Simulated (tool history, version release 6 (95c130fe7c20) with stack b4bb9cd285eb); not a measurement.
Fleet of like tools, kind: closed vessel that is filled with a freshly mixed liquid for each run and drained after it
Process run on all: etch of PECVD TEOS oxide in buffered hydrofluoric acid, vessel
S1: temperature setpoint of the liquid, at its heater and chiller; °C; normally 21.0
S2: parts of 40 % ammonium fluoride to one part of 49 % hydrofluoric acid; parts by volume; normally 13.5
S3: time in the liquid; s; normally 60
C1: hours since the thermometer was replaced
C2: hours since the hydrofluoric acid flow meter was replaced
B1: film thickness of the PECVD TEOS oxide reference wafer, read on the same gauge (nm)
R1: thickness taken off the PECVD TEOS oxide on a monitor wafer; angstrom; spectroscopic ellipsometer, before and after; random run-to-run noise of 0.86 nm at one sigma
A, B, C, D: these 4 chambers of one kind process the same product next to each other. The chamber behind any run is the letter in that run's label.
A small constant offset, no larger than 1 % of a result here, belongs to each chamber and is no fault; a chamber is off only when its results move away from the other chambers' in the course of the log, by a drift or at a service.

| run | hour | S1 | S2 | S3 | C1 | C2 | B1 | R1 |
|---|---|---|---|---|---|---|---|---|
| 1C | 10.5 | 21.0 | 13.5 | 60 | 572.7 | 122.9 | 90.005 | 970.38 |
| 2D | 24.1 | 21.0 | 13.5 | 60 | 916.2 | 1177.6 | 90.035 | 970.10 |
| 3B | 35.2 | 21.0 | 13.5 | 60 | 2342.3 | 807.1 | 90.006 | 951.37 |
| 4A | 45.0 | 21.0 | 13.5 | 60 | 284.3 | 973.5 | 89.999 | 950.34 |
|  | 53.1 | chamber D: hydrofluoric acid flow meter replaced |
| 5D | 60.5 | 19.5 | 13.5 | 60 | 952.6 | 7.5 | 89.986 | 906.68 |
| 6B | 68.4 | 19.5 | 13.5 | 60 | 2375.5 | 840.3 | 90.005 | 889.42 |
| 7C | 77.6 | 19.5 | 13.5 | 60 | 639.8 | 190.0 | 90.008 | 880.33 |
| 8A | 89.2 | 19.5 | 13.5 | 60 | 328.5 | 1017.7 | 89.970 | 867.15 |
| 9B | 105.0 | 21.0 | 13.5 | 60 | 2412.1 | 876.9 | 90.020 | 956.98 |
| 10C | 117.3 | 21.0 | 13.5 | 60 | 679.5 | 229.7 | 89.988 | 969.18 |
|  | 117.7 | chamber B: hydrofluoric acid flow meter replaced |
| 11A | 125.0 | 21.0 | 13.5 | 60 | 364.3 | 1053.5 | 90.028 | 954.08 |
| 12D | 137.8 | 21.0 | 13.5 | 60 | 1029.9 | 84.8 | 89.980 | 957.10 |
| 13C | 145.1 | 21.0 | 13.5 | 60 | 707.3 | 257.5 | 90.011 | 955.30 |
| 14D | 154.7 | 21.0 | 13.5 | 60 | 1046.8 | 101.7 | 89.979 | 953.97 |
| 15B | 165.3 | 21.0 | 13.5 | 60 | 2472.4 | 47.7 | 90.006 | 968.86 |
| 16A | 175.1 | 19.5 | 13.5 | 60 | 414.4 | 1103.6 | 90.028 | 890.26 |
| 17A | 186.0 | 19.5 | 13.5 | 60 | 425.3 | 1114.5 | 90.014 | 891.21 |
| 18D | 194.4 | 19.5 | 13.5 | 60 | 1086.5 | 141.4 | 90.022 | 886.40 |
| 19C | 210.8 | 19.5 | 13.5 | 60 | 773.0 | 323.2 | 89.999 | 887.97 |
| 20B | 226.5 | 21.0 | 13.5 | 60 | 2533.6 | 108.9 | 90.002 | 951.01 |
| 21D | 240.5 | 21.0 | 13.5 | 60 | 1132.6 | 187.5 | 90.006 | 972.30 |
| 22C | 256.4 | 21.0 | 13.5 | 60 | 818.6 | 368.8 | 89.973 | 959.79 |
| 23B | 267.2 | 21.0 | 13.5 | 60 | 2574.3 | 149.6 | 90.003 | 944.46 |
| 24A | 278.2 | 21.0 | 13.5 | 30 | 517.5 | 1206.7 | 90.022 | 482.12 |
| 25B | 288.1 | 21.0 | 13.5 | 30 | 2595.2 | 170.5 | 90.005 | 476.01 |

One chamber off, gauge drift, or nothing amiss beyond the chambers' own small offsets? If it is a chamber, which one, and what is the likeliest cause?

The fleet is healthy, with each chamber sitting at its usual small offset and no drift in the gauge.

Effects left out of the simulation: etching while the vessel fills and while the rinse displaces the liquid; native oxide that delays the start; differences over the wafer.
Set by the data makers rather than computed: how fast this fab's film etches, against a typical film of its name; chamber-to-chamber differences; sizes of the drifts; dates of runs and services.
